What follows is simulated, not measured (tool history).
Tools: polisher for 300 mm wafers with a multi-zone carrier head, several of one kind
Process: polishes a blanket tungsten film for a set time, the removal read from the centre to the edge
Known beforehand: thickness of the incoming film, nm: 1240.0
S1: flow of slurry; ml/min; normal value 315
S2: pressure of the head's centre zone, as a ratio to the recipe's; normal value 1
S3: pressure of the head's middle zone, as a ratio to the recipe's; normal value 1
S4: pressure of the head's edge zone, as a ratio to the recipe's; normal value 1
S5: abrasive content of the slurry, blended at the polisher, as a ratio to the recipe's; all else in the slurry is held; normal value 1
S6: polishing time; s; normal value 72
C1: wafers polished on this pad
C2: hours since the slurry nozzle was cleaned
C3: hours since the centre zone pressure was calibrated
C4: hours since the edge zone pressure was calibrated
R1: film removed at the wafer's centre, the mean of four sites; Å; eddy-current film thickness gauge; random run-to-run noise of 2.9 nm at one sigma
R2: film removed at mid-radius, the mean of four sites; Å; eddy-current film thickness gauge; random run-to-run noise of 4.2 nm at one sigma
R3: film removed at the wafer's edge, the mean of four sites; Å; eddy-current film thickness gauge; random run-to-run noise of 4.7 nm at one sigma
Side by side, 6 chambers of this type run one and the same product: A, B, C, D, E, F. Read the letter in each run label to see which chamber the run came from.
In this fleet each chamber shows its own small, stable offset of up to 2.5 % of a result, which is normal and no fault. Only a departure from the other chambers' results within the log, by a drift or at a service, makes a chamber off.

run,day,S1,S2,S3,S4,S5,S6,C1,C2,C3,C4,R1,R2,R3
# day 0.333: chamber A: worn pad replaced by a new one
1D,0.379,315,1,1,1,1,72,140,677.3,569.6,890,3697.1,3647.6,3626.6
# day 0.467: chamber F: edge zone pressure recalibrated
2F,0.712,315,1,1,1,1,72,743,150.5,182.6,6,3587.6,3562.7,3605.5
3C,0.908,315,1,1,1,1,72,506,277.3,362,267.6,3628.5,3584.3,3521.6
# day 1.029: chamber E: worn pad replaced by a new one
4E,1.125,315,1,1,1,1,72,28,173.5,123,100.6,3664.7,3666.6,3718.9
# day 1.275: chamber A: edge zone pressure recalibrated
5B,1.45,315,1,1,1,1,72,1397,302.9,361.7,1257.3,3697,3628,3693
# day 1.508: chamber C: worn pad replaced by a new one
6A,1.696,315,1,1,1,1,72,398,842.9,316.1,10.2,3684.5,3597.8,3565.4
# day 1.779: chamber D: edge zone pressure recalibrated
7A,2.067,315,1.1,1,1,1,72,506,851.8,325,19.1,4023.4,3634.6,3561.4
# day 2.088: chamber B: worn pad replaced by a new one
8B,2.371,315,1.1,1,1,1,72,83,325,383.8,1279.4,4036.5,3647,3653.6
9F,2.625,315,1.1,1,1,1,72,1302,196.4,228.5,51.9,4016.5,3641,3632.7
# day 2.688: chamber F: worn pad replaced by a new one
10C,2.862,315,1.1,1,1,1,72,396,324.2,408.9,314.5,4068,3649,3545.9
# day 2.879: chamber E: worn pad replaced by a new one
11E,3.029,315,1.1,1,1,1,72,44,219.2,168.7,146.3,4001.9,3613.7,3673.7
12D,3.229,315,1.1,1,1,1,72,973,745.7,638,34.8,4084.1,3684.3,3739.3
# day 3.45: chamber B: edge zone pressure recalibrated
13E,3.462,270,0.96,1,1,1,72,171,229.6,179.1,156.7,3512.4,3498.4,3655.9
# day 3.554: chamber D: slurry nozzle cleaned
# day 3.612: chamber C: worn pad replaced by a new one
14B,3.775,270,0.96,1,1,1,72,493,358.7,417.5,7.8,3445.3,3536.2,3586.6
# day 3.996: chamber A: worn pad replaced by a new one
15A,4.096,270,0.96,1,1,1,72,29,900.5,373.7,67.8,3437.3,3494,3573
# day 4.288: chamber A: slurry nozzle cleaned
16C,4.329,270,0.96,1,1,1,72,209,359.4,444.1,349.7,3453.5,3572.8,3567
17D,4.496,270,0.96,1,1,1,72,1343,22.6,668.4,65.2,3452,3567.6,3654
18F,4.675,270,0.96,1,1,1,72,581,245.6,277.7,101.1,3411.6,3626,3653.2
# day 4.683: chamber E: worn pad replaced by a new one
# day 4.942: chamber D: worn pad replaced by a new one
19B,5.038,315,1,1,1,1,72,862,389,447.8,38.1,3715.6,3648.9,3652
20E,5.204,315,1,1,1,1,72,152,271.4,220.9,198.5,3704.6,3669.9,3697.4
21D,5.404,315,1,1,1,1,72,135,44.4,690.2,87,3663.8,3679.6,3629.5
# day 5.725: chamber C: worn pad replaced by a new one
22F,5.758,315,1,1,1,1,72,897,271.6,303.7,127.1,3590.6,3650.6,3632.8
23A,6.025,315,1,1,1,1,72,593,41.7,420,114.1,3625.6,3625.8,3663.9
24C,6.329,315,1,0.91,1,0.8,72,176,407.4,492.1,397.7,3467.5,3146.1,3416.6
# day 6.471: chamber E: worn pad replaced by a new one
25B,6.629,315,1,0.91,1,0.8,72,1327,427.2,486,76.3,3493.7,3220.9,3396.5
26E,6.958,315,1,0.91,1,0.8,72,143,313.5,263,240.6,3491.7,3127,3528.8
# day 7.046: chamber F: worn pad replaced by a new one
27C,7.238,315,1,0.91,1,0.8,72,442,429.2,513.9,419.5,3506.8,3200.9,3422.1
# day 7.321: chamber B: worn pad replaced by a new one
28D,7.471,315,1,0.91,1,0.8,72,739,94,739.8,136.6,3450.3,3226.5,3411.3
# day 7.779: chamber A: worn pad replaced by a new one
29F,7.829,315,1,0.91,1,0.8,72,229,321.3,353.4,176.8,3472.8,3157.4,3511
30A,8.083,315,1,1,1,0.9,72,90,91.1,469.4,163.5,3541.4,3539.5,3666.3
# day 8.112: chamber C: worn pad replaced by a new one
31A,8.354,315,1,1,1,0.9,72,169,97.6,475.9,170,3581.7,3518.6,3524
# day 8.388: chamber E: worn pad replaced by a new one
32F,8.558,315,1,1,1,0.9,72,442,338.8,370.9,194.3,3595.3,3570.2,3612.4
# day 8.779: chamber E: slurry nozzle cleaned
33E,8.904,315,1,1,1,0.9,72,151,3.1,309.7,287.3,3625,3569.4,3615.8
34D,9.175,315,1,1,1,0.9,72,1237,134.9,780.7,177.5,3578.7,3529.7,3575.6
35C,9.488,315,1,1,1,0.9,72,401,483.2,567.9,473.5,3554.7,3534.7,3525.4
36B,9.775,315,1,1,1,1,72,717,502.7,561.5,151.8,3741.7,3628.3,3718.2
37A,9.958,315,1,1,1,1,72,637,136.1,514.4,208.5,3662.4,3542.6,3618.6
38E,10.317,315,1,1,1,1,72,564,37,343.6,321.2,3650.9,3583.6,3705.2

Decide between three cases: one chamber stands off from its peers, the gauge reading all wafers drifts, or nothing is wrong past each chamber's small offset. Where a chamber is off, say which and what most likely put it there.

The fleet is healthy, with each chamber sitting at its usual small offset and no drift in the gauge.
